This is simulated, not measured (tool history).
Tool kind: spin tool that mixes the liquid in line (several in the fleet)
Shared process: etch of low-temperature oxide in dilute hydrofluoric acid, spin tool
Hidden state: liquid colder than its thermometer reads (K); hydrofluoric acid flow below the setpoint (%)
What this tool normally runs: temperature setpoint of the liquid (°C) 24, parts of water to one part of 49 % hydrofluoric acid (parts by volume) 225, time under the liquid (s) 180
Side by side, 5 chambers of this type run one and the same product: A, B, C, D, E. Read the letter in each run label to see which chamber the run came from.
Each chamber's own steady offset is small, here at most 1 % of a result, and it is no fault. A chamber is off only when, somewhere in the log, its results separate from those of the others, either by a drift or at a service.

| run | hour | temperature setpoint of the liquid (°C) | parts of water to one part of 49 % hydrofluoric acid (parts by volume) | time under the liquid (s) | hours since the thermometer was replaced | hours since the hydrofluoric acid flow meter was replaced | read-back film thickness of the low-temperature oxide reference wafer, read on the same gauge (nm) | thickness taken off the low-temperature oxide on a monitor wafer (Å) |
|---|---|---|---|---|---|---|---|---|
| 1B | 3.4 | 24 | 225 | 180 | 2114.6 | 424.1 | 120.03 | 121.1 |
| 2A | 6.7 | 24 | 225 | 180 | 334.8 | 501.9 | 120.01 | 120.96 |
| 3D | 10.3 | 24 | 225 | 180 | 710.4 | 364.8 | 120 | 121.23 |
| 4E | 13.4 | 24 | 225 | 180 | 864.3 | 409 | 120.03 | 121.43 |
| 5C | 19.4 | 24 | 225 | 180 | 1249 | 319 | 120.01 | 122.13 |
| 6C | 22.8 | 24 | 225 | 180 | 1252.4 | 322.4 | 119.99 | 122 |
| 7E | 26.1 | 24 | 225 | 180 | 877 | 421.7 | 119.97 | 122.35 |
| 8A | 29.3 | 24 | 225 | 180 | 357.4 | 524.5 | 120.03 | 119.96 |
| 9B | 35 | 24 | 225 | 180 | 2146.2 | 455.7 | 119.97 | 122.3 |
| 10D | 39.6 | 24 | 225 | 180 | 739.7 | 394.1 | 120.01 | 122.84 |
| 11E | 45.6 | 24 | 225 | 180 | 896.5 | 441.2 | 119.99 | 121.95 |
| 12B | 49.9 | 24 | 225 | 180 | 2161.1 | 470.6 | 120.01 | 122.02 |
|  | 53.4 | chamber C: thermometer replaced |
| 13D | 55 | 24 | 225 | 180 | 755.1 | 409.5 | 120.01 | 119.84 |
| 14C | 58.6 | 24 | 225 | 180 | 5.2 | 358.2 | 119.97 | 120.72 |
| 15A | 63.4 | 24 | 225 | 180 | 391.5 | 558.6 | 120.02 | 120.96 |
| 16A | 66.1 | 24 | 225 | 180 | 394.2 | 561.3 | 120.04 | 121.89 |
| 17B | 70.5 | 24 | 225 | 180 | 2181.7 | 491.2 | 120 | 119.58 |
| 18E | 76 | 24 | 225 | 180 | 926.9 | 471.6 | 119.98 | 121.26 |
| 19D | 81.6 | 24 | 225 | 180 | 781.7 | 436.1 | 119.97 | 122.2 |
| 20C | 86.7 | 24 | 225 | 180 | 33.3 | 386.3 | 119.99 | 121.66 |
| 21D | 92.1 | 24 | 225 | 180 | 792.2 | 446.6 | 119.99 | 123.27 |
| 22B | 97.7 | 24 | 225 | 180 | 2208.9 | 518.4 | 120.01 | 117.94 |
| 23A | 100.3 | 24 | 225 | 180 | 428.4 | 595.5 | 120 | 120.34 |
| 24E | 104.1 | 24 | 225 | 180 | 955 | 499.7 | 120.01 | 121.31 |
| 25C | 108 | 24 | 225 | 180 | 54.6 | 407.6 | 120.04 | 120.65 |
| 26E | 110.6 | 24 | 225 | 180 | 961.5 | 506.2 | 120.04 | 121.91 |
|  | 111.7 | chamber A: hydrofluoric acid flow meter replaced |
|  | 114.1 | chamber E: thermometer replaced |
| 27C | 116 | 24 | 225 | 180 | 62.6 | 415.6 | 119.99 | 121.19 |
| 28B | 121.1 | 24 | 225 | 180 | 2232.3 | 541.8 | 119.99 | 115.71 |
| 29D | 126.5 | 24 | 225 | 180 | 826.6 | 481 | 120.04 | 121.79 |
| 30A | 130.4 | 24 | 225 | 180 | 458.5 | 18.7 | 120.05 | 122.8 |
| 31E | 135.3 | 24 | 225 | 180 | 21.2 | 530.9 | 119.95 | 122.04 |
| 32D | 141.1 | 24 | 225 | 180 | 841.2 | 495.6 | 120.07 | 122.05 |
| 33B | 144.7 | 24 | 225 | 180 | 2255.9 | 565.4 | 120.03 | 114.81 |
| 34C | 149 | 24 | 225 | 180 | 95.6 | 448.6 | 120 | 123.43 |
| 35A | 154.2 | 24 | 225 | 180 | 482.3 | 42.5 | 119.99 | 121.57 |
| 36D | 157 | 24 | 225 | 180 | 857.1 | 511.5 | 119.95 | 121.34 |
| 37A | 163 | 24 | 225 | 180 | 491.1 | 51.3 | 120.01 | 122.57 |
| 38E | 168.5 | 24 | 225 | 180 | 54.4 | 564.1 | 119.97 | 121.68 |
| 39B | 171.3 | 24 | 225 | 180 | 2282.5 | 592 | 120.03 | 111.16 |

All chambers now run identical settings, listed one chamber a line with results as question marks. What results will each chamber show?
| 40A | 175.6 | 24 | 225 | 180 |  |  |  | ? |
| 40B | 175.6 | 24 | 225 | 180 |  |  |  | ? |
| 40C | 175.6 | 24 | 225 | 180 |  |  |  | ? |
| 40D | 175.6 | 24 | 225 | 180 |  |  |  | ? |
| 40E | 175.6 | 24 | 225 | 180 |  |  |  | ? |

| run | thickness taken off the low-temperature oxide on a monitor wafer (Å) |
|---|---|
| 40A | 121.78 |
| 40B | 112.76 |
| 40C | 121.32 |
| 40D | 120.1 |
| 40E | 120.81 |
